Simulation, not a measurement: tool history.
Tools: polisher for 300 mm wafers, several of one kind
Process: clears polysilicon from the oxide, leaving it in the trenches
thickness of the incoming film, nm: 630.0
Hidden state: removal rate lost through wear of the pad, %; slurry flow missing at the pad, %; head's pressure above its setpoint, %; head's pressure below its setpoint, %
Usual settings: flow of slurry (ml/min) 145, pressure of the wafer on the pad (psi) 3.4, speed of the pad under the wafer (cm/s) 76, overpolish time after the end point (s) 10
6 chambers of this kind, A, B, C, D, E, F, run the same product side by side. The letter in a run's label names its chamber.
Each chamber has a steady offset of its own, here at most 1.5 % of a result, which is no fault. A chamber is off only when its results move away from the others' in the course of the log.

run   hour  flow of slurry (ml/min)  pressure of the wafer on the pad (psi)  speed of the pad under the wafer (cm/s)  overpolish time after the end point (s)  wafers polished on this pad  hours since the slurry nozzle was cleaned  hours since the head pressure was calibrated  time until the end point was called (s)  dishing of a wide line in a test structure (angstrom)
 1C    5.6                      145                                     3.4                                       76                                       10                           68                                      219.8                                         678.7                                   41.923                                                 594.55
 2E    9.6                      145                                     3.4                                       76                                       10                         1076                                      566.4                                         523.1                                   42.165                                                 599.81
 3F   14.5                      145                                     3.4                                       76                                       10                          678                                      726.3                                         268.1                                   42.660                                                 614.64
 4B   20.9                      145                                     3.4                                       76                                       10                          714                                      211.9                                         633.1                                   41.479                                                 603.19
 5A   25.4                      145                                     3.4                                       76                                       10                          410                                       64.9                                         311.1                                   41.719                                                 625.85
 6D   30.3                      120                                     3.4                                       76                                        5                          575                                      513.9                                         180.8                                   44.714                                                 448.73
 7B   37.4                      120                                     3.4                                       76                                        5                          864                                      228.4                                         649.6                                   43.068                                                 430.79
      41.2  -- chamber E: worn pad replaced by a new one
 8A   43.2                      120                                     3.4                                       76                                        5                          571                                       82.7                                         328.9                                   43.434                                                 445.60
 9D   47.7                      120                                     3.4                                       76                                        5                          733                                      531.3                                         198.2                                   43.932                                                 451.31
10C   52.9                      120                                     3.4                                       76                                        5                          496                                      267.1                                         726.0                                   43.900                                                 440.44
      57.4  -- chamber D: worn pad replaced by a new one
11E   59.5                      120                                     3.4                                       76                                        5                          165                                      616.3                                         573.0                                   43.694                                                 447.57
      64.7  -- chamber B: worn pad replaced by a new one
12F   65.1                      145                                     3.4                                       76                                       10                         1137                                      776.9                                         318.7                                   42.868                                                 602.10
13F   70.2                      145                                     3.4                                       76                                       10                         1183                                      782.0                                         323.8                                   42.683                                                 602.75
      76.9  -- chamber C: worn pad replaced by a new one
14D   77.3                      170                                     3.4                                       76                                       10                          180                                      560.9                                         227.8                                   40.875                                                 609.39
15E   81.3                      170                                     3.4                                       76                                       10                          363                                      638.1                                         594.8                                   41.454                                                 624.77
      82.9  -- chamber E: head pressure recalibrated
      84.3  -- chamber F: worn pad replaced by a new one
16B   88.4                      170                                     3.4                                       76                                       10                          215                                      279.4                                         700.6                                   40.588                                                 604.06
      91.5  -- chamber C: slurry nozzle cleaned
17C   95.5                      170                                     3.4                                       76                                       10                          168                                        4.0                                         768.6                                   41.092                                                 607.02
      95.9  -- chamber A: worn pad replaced by a new one
18A  100.1                      170                                     3.4                                       76                                       10                           38                                      139.6                                         385.8                                   40.639                                                 617.22
19D  103.5                      170                                     3.4                                       76                                       10                          418                                      587.1                                         254.0                                   41.071                                                 614.31
     106.7  -- chamber C: head pressure recalibrated
20F  110.5                      145                                     3.4                                       76                                       10                          237                                      822.3                                         364.1                                   42.530                                                 609.59
     110.6  -- chamber B: slurry nozzle cleaned
21E  114.0                      145                                     3.4                                       76                                       10                          659                                      670.8                                          31.2                                   42.199                                                 608.49
22A  117.1                      145                                     3.4                                       76                                       10                          192                                      156.6                                         402.8                                   41.741                                                 597.43
23C  120.5                      145                                     3.4                                       96                                       16                          395                                       29.0                                          13.8                                   33.500                                                 657.26
     124.0  -- chamber B: head pressure recalibrated
24B  124.3                      145                                     3.4                                       96                                       16                          540                                       13.7                                           0.3                                   33.139                                                 660.55
25B  130.1                      145                                     3.4                                       96                                       16                          593                                       19.5                                           6.1                                   33.172                                                 674.48
26C  135.5                      145                                     3.4                                       96                                       16                          531                                       44.0                                          28.8                                   33.349                                                 669.38
     140.5  -- chamber D: worn pad replaced by a new one
27A  142.2                      145                                     3.4                                       96                                       16                          420                                      181.7                                         427.9                                   32.947                                                 689.58
     143.0  -- chamber C: worn pad replaced by a new one
28D  147.4                      145                                     3.4                                       96                                       16                           63                                      631.0                                         297.9                                   34.119                                                 677.14
29E  154.5                      115                                     3.4                                       94                                       10                         1026                                      711.3                                          71.7                                   36.142                                                 635.67
30F  161.3                      115                                     3.4                                       94                                       10                          698                                      873.1                                         414.9                                   35.233                                                 620.92
     167.3  -- chamber F: slurry nozzle cleaned
31E  167.5                      115                                     3.4                                       94                                       10                         1144                                      724.3                                          84.7                                   36.035                                                 634.18
32F  173.9                      115                                     3.4                                       94                                       10                          812                                        6.6                                         427.5                                   35.817                                                 647.17
     175.6  -- chamber B: worn pad replaced by a new one
33D  180.8                      115                                     3.4                                       94                                       10                          365                                      664.4                                         331.3                                   36.205                                                 627.40
34B  187.4                      115                                     3.4                                       94                                       10                          107                                       76.8                                          63.4                                   35.536                                                 620.64
     190.8  -- chamber E: worn pad replaced by a new one
35A  193.0                      145                                     3.4                                       76                                       10                          880                                      232.5                                         478.7                                   42.202                                                 614.11
36C  199.4                      145                                     3.4                                       76                                       10                          511                                      107.9                                          92.7                                   42.360                                                 593.03
37E  204.7                      145                                     3.4                                       76                                       10                          126                                      761.5                                         121.9                                   42.138                                                 614.46

Is one chamber off against the others, does the gauge drift, or is nothing wrong? If a chamber is off, say which, and what the likeliest cause is.

No chamber stands off beyond its own small offset, and the gauge holds steady.
